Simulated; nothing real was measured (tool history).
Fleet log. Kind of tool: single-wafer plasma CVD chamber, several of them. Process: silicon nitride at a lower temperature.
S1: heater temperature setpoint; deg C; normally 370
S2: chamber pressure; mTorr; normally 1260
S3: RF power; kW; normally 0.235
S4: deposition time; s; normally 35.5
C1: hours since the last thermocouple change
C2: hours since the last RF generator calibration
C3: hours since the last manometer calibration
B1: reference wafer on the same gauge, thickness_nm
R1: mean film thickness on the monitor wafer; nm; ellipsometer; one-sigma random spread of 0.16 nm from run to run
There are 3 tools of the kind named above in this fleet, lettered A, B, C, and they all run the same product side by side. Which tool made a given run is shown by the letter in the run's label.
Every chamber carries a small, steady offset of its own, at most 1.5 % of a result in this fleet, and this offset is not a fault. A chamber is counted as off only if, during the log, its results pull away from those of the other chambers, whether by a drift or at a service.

run,hour,S1,S2,S3,S4,C1,C2,C3,B1,R1
1B,5.7,370,1260,0.235,35.5,405.3,420.1,252.9,36.61,32.529
2C,11.8,370,1260,0.235,35.5,921.6,1005.4,2207.4,36.605,32.653
3A,15.9,370,1260,0.235,35.5,1105.7,1727.7,555.5,36.593,33.163
4C,19.5,370,1260,0.235,35.5,929.3,1013.1,2215.1,36.665,32.457
5A,24.5,370,1260,0.235,35.5,1114.3,1736.3,564.1,36.578,32.925
6B,30.5,370,1260,0.235,35.5,430.1,444.9,277.7,36.605,32.598
7C,35.4,370,1260,0.235,35.5,945.2,1029,2231,36.65,33.086
8B,40.1,370,1260,0.235,35.5,439.7,454.5,287.3,36.59,32.632
9A,46.6,370,1260,0.235,35.5,1136.4,1758.4,586.2,36.648,32.883
10B,53.3,370,1260,0.235,35.5,452.9,467.7,300.5,36.573,32.803
11C,60.1,370,1260,0.235,35.5,969.9,1053.7,2255.7,36.639,33.07
12A,66.9,370,1260,0.235,35.5,1156.7,1778.7,606.5,36.624,33.306
13C,70.1,370,1260,0.235,35.5,979.9,1063.7,2265.7,36.628,32.915
14B,75.1,365,1260,0.2,35.5,474.7,489.5,322.3,36.607,29.263
15A,81.4,365,1260,0.2,35.5,1171.2,1793.2,621,36.579,29.074
16C,85.8,365,1260,0.2,35.5,995.6,1079.4,2281.4,36.586,29.134
17B,92.5,370,1260,0.235,35.5,492.1,506.9,339.7,36.615,32.634
18A,96.8,370,1260,0.235,35.5,1186.6,1808.6,636.4,36.554,32.696
19A,103.7,370,1260,0.235,35.5,1193.5,1815.5,643.3,36.566,33.058
20B,110,370,1260,0.235,40.5,509.6,524.4,357.2,36.572,37.169
# hour 113.9: chamber C: thermocouple changed; heater temperature recalibrated
21C,115.4,370,1260,0.235,40.5,1.5,1109,2311,36.624,37.343

Which is it: a chamber that has drifted or been left off by a service, a gauge drift common to all chambers, or only each chamber's usual small offset? If a chamber is off, name it and its likeliest cause.

The fleet is healthy, with each chamber sitting at its usual small offset and no drift in the gauge.

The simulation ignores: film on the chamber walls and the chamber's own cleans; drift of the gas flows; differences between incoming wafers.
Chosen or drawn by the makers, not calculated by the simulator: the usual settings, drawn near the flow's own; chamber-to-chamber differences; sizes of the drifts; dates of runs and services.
